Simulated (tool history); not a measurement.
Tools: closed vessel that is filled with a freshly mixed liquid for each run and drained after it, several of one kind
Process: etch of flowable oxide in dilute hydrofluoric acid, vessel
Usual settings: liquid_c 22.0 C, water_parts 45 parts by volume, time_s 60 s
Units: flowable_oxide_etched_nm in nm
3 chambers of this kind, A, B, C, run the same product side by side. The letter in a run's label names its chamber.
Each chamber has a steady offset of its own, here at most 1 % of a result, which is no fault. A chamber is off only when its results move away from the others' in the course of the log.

run   hour  liquid_c  water_parts  time_s  read-back film thickness of the flowable oxide reference wafer, read on the same gauge (nm)  flowable_oxide_etched_nm
 1A   11.0      22.0           45      60                                                                                      100.010                    56.542
 2C   19.4      22.0           45      60                                                                                       99.994                    55.941
 3B   26.7      22.0           45      60                                                                                      100.020                    56.723
 4C   37.5      22.0           45      60                                                                                      100.020                    56.043
 5A   51.3      22.0           45      45                                                                                      100.040                    42.682
 6B   65.6      22.0           45      45                                                                                       99.997                    42.734
 7B   73.7      22.0           45      45                                                                                      100.000                    41.606
 8A   81.7      22.0           45      60                                                                                       99.979                    56.149
 9C   96.9      22.0           45      60                                                                                       99.964                    57.409
10C  109.2      22.0           40      40                                                                                       99.985                    43.987
11A  121.8      22.0           40      40                                                                                       99.993                    43.042
12B  132.6      22.0           40      40                                                                                      100.020                    42.481
13C  145.2      22.0           45      60                                                                                       99.999                    57.939
14A  152.3      22.0           55      60                                                                                       99.982                    45.773
15B  160.9      22.0           55      60                                                                                      100.020                    45.824
     164.1  -- chamber A: thermometer replaced
16B  174.3      22.0           55      60                                                                                       99.992                    45.066
17C  185.3      22.0           45      60                                                                                       99.997                    59.261
18A  193.2      22.0           45      60                                                                                      100.020                    56.730
     202.1  -- chamber A: hydrofluoric acid flow meter replaced
19B  205.0      22.0           45      60                                                                                      100.020                    56.048
20A  218.0      22.0           45      60                                                                                      100.030                    55.709
21C  229.0      22.0           45      60                                                                                      100.010                    59.034
22C  239.0      22.0           45      60                                                                                      100.050                    60.315
23A  248.5      25.0           45      30                                                                                      100.020                    31.572
24B  263.1      25.0           45      30                                                                                      100.010                    31.852
     267.8  -- chamber B: thermometer replaced
25A  276.0      25.0           45      30                                                                                       99.997                    32.261
26C  285.8      22.0           45      60                                                                                       99.982                    60.371
27B  297.4      22.0           45      60                                                                                       99.987                    55.888
28C  312.1      23.5           40      60                                                                                       99.996                    72.884
29B  325.3      23.5           40      60                                                                                      100.010                    67.312
30A  333.8      23.5           40      60                                                                                       99.996                    68.073
31A  345.3      22.0           45      60                                                                                       99.990                    56.370
32C  358.1      22.0           45      60                                                                                       99.967                    61.198
33B  368.9      22.0           45      60                                                                                      100.000                    55.649

What goes on in this fleet: one chamber off, a drifting gauge, or nothing beyond the chambers' own small offsets? Name the chamber and the cause, if any.

Chamber C drifts away from the others.
Cause: hydrofluoric acid flow above the setpoint (%) = 8.99.
The log may not tell that from: liquid hotter than its thermometer reads (K).

Here are 4 candidates for chamber C's next run, each the usual settings with a change, their results left as question marks. Which one brings its results back in line with what the others give on the usual settings?
In line means no further than this from the other chambers' mean on the usual settings: flowable_oxide_etched_nm 1.500 nm
34C-1  379.8      26.5           45      60                                                                                                                      ?
34C-2  379.8      22.0           45      65                                                                                                                      ?
34C-3  379.8      22.0           45      50                                                                                                                      ?
34C-4  379.8      22.0           45      55                                                                                                                      ?

The other chambers' mean on the usual settings: flowable_oxide_etched_nm 56.356 nm
  run  flowable_oxide_etched_nm
34C-1                    74.274
34C-2                    66.965
34C-3                    51.511
34C-4                    56.663
34C-4 brings the chamber back in line.
